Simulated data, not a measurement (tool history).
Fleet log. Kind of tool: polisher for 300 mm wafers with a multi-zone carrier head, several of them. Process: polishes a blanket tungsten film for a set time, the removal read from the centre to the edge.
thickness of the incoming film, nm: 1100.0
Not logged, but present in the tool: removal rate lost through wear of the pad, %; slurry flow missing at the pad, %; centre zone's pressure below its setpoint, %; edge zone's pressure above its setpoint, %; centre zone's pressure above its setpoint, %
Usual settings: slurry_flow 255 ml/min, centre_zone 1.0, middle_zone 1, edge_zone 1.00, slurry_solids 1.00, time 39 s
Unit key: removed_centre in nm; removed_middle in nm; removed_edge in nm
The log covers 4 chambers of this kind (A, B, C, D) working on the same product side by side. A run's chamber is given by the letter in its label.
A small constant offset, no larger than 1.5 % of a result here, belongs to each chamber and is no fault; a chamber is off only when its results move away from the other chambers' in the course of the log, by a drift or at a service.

run,hour,slurry_flow,centre_zone,middle_zone,edge_zone,slurry_solids,time,wafers polished on this pad,hours since the slurry nozzle was cleaned,hours since the centre zone pressure was calibrated,hours since the edge zone pressure was calibrated,removed_centre,removed_middle,removed_edge
# hour 6.6: chamber A: edge zone pressure recalibrated
# hour 7.5: chamber C: worn pad replaced by a new one
1A,8.1,255,1.0,1,1.00,1.00,39,1409,582.8,840.7,1.5,126.56,128.84,124.47
2D,14.9,255,1.0,1,1.00,1.00,39,586,330.2,28.8,425.1,128.74,125.93,132.17
# hour 22.4: chamber A: worn pad replaced by a new one
3C,28.4,255,1.0,1,1.00,1.00,39,312,759.6,492.5,227.0,125.00,128.71,129.12
4B,41.1,255,1.0,1,1.00,1.00,39,1179,288.9,719.6,578.3,127.31,128.04,129.98
# hour 47.3: chamber B: worn pad replaced by a new one
5A,52.2,255,0.9,1,1.00,1.00,39,445,626.9,884.8,45.6,114.10,129.67,128.82
6B,63.5,255,0.9,1,1.00,1.00,39,243,311.3,742.0,600.7,112.41,127.16,128.52
7D,76.1,255,0.9,1,1.00,1.00,39,1501,391.4,90.0,486.3,116.64,127.37,130.22
# hour 76.5: chamber D: worn pad replaced by a new one
# hour 89.0: chamber C: centre zone pressure recalibrated
8C,89.1,255,0.9,1,1.00,1.00,39,1219,820.3,0.1,287.7,114.46,126.11,124.16
# hour 101.5: chamber C: worn pad replaced by a new one
# hour 101.8: chamber C: slurry nozzle cleaned
9A,102.5,255,1.0,1,1.00,1.00,39,1197,677.2,935.1,95.9,125.96,128.53,129.15
10B,111.1,255,1.0,1,1.00,1.00,39,954,358.9,789.6,648.3,128.72,128.28,130.46
# hour 115.3: chamber A: worn pad replaced by a new one
11D,122.1,255,1.0,1,1.00,1.00,39,681,437.4,136.0,532.3,128.34,126.86,129.83
12C,134.3,255,1.0,1,1.00,1.00,39,491,32.6,45.3,332.9,127.62,127.51,128.65
13C,141.3,255,1.0,1,1.00,1.00,39,595,39.6,52.3,339.9,127.36,127.03,124.42
# hour 141.9: chamber B: worn pad replaced by a new one
14A,155.1,255,1.0,1,1.00,1.00,39,594,729.8,987.7,148.5,128.53,127.82,127.72
15B,163.8,255,1.0,1,1.00,1.00,39,327,411.6,842.3,701.0,127.42,128.40,127.46
16D,171.4,255,1.0,1,1.00,1.00,39,1418,486.7,185.3,581.6,127.86,126.29,128.47
# hour 172.2: chamber D: worn pad replaced by a new one
# hour 177.4: chamber C: worn pad replaced by a new one
17A,177.9,255,1.0,1,1.00,1.00,39,935,752.6,1010.5,171.3,123.62,129.91,129.02
18D,191.4,255,1.0,1,1.00,1.00,39,288,506.7,205.3,601.6,127.38,125.77,127.37
19C,203.4,255,1.0,1,1.00,1.00,39,389,101.7,114.4,402.0,129.55,125.90,129.67
# hour 204.2: chamber A: worn pad replaced by a new one
20B,217.3,255,1.0,1,1.00,1.00,39,1126,465.1,895.8,754.5,125.28,126.16,127.39
21C,230.1,255,1.0,1,1.00,1.00,39,788,128.4,141.1,428.7,128.36,127.03,126.29
# hour 233.3: chamber B: centre zone pressure recalibrated
# hour 237.4: chamber B: worn pad replaced by a new one
22A,243.4,255,1.0,1,1.00,1.00,39,586,818.1,1076.0,236.8,125.18,129.44,130.56
23B,251.6,255,1.0,1,1.00,1.00,39,213,499.4,18.3,788.8,125.42,126.52,126.46
24D,264.1,255,1.0,1,1.00,1.25,39,1374,579.4,278.0,674.3,136.43,133.90,133.40
# hour 268.3: chamber A: slurry nozzle cleaned
# hour 271.5: chamber D: worn pad replaced by a new one
# hour 276.0: chamber C: worn pad replaced by a new one
25D,278.1,255,1.0,1,1.00,1.25,39,99,593.4,292.0,688.3,135.54,132.30,132.52
26B,289.2,255,1.0,1,1.00,1.25,39,775,537.0,55.9,826.4,133.76,131.80,131.37
27C,302.9,255,1.0,1,1.00,1.25,39,402,201.2,213.9,501.5,135.29,133.40,134.02
# hour 303.3: chamber A: worn pad replaced by a new one
# hour 309.3: chamber B: edge zone pressure recalibrated
28A,311.7,255,1.0,1,1.00,1.00,39,126,43.5,1144.3,305.1,127.78,127.73,127.72
# hour 317.0: chamber B: worn pad replaced by a new one
29A,325.7,255,1.0,1,1.00,1.00,39,335,57.5,1158.3,319.1,126.15,130.04,130.47
30D,334.2,255,1.0,1,1.00,1.00,39,937,649.5,348.1,744.4,126.87,125.32,129.75
31C,341.0,255,1.0,1,1.00,1.00,39,971,239.3,252.0,539.6,126.66,124.93,129.95
32B,354.7,255,1.0,1,1.00,1.00,39,563,602.5,121.4,45.5,122.95,122.22,125.32
33B,364.9,255,1.0,1,1.00,1.00,39,715,612.7,131.6,55.7,121.91,125.34,122.97
34D,372.5,255,1.0,1,1.00,1.00,39,1509,687.8,386.4,782.7,126.01,124.31,129.52
# hour 375.1: chamber D: worn pad replaced by a new one
# hour 376.5: chamber C: worn pad replaced by a new one
# hour 382.6: chamber D: slurry nozzle cleaned
35C,383.6,255,1.0,1,1.00,1.00,39,107,281.9,294.6,582.2,126.15,127.90,126.34
36A,392.8,255,1.0,1,1.00,1.00,39,1337,124.6,1225.4,386.2,125.56,126.85,125.87
# hour 397.0: chamber B: worn pad replaced by a new one
37B,399.6,255,1.0,1,1.00,1.00,39,40,647.4,166.3,90.4,119.47,123.67,123.46
38C,405.9,255,1.0,1,1.00,1.00,39,440,304.2,316.9,604.5,125.83,126.20,129.90
# hour 415.0: chamber A: worn pad replaced by a new one
39A,417.8,255,1.0,1,1.00,1.00,39,42,149.6,1250.4,411.2,125.35,129.63,128.80
40D,428.8,255,1.0,1,0.94,1.00,39,802,46.3,442.7,839.0,126.06,125.06,122.28
41D,440.6,255,1.0,1,0.94,1.00,39,978,58.1,454.5,850.8,127.54,124.87,123.62

For the next run the whole fleet of 4 chambers uses the same settings. Give each chamber's results:
42A,450.6,255,1.0,1,1.00,1.00,39,,,,,?,?,?
42B,450.6,255,1.0,1,1.00,1.00,39,,,,,?,?,?
42C,450.6,255,1.0,1,1.00,1.00,39,,,,,?,?,?
42D,450.6,255,1.0,1,1.00,1.00,39,,,,,?,?,?

run,removed_centre,removed_middle,removed_edge
42A,127.86,128.09,128.20
42B,119.10,118.22,121.80
42C,126.54,127.23,125.53
42D,125.77,126.53,127.79

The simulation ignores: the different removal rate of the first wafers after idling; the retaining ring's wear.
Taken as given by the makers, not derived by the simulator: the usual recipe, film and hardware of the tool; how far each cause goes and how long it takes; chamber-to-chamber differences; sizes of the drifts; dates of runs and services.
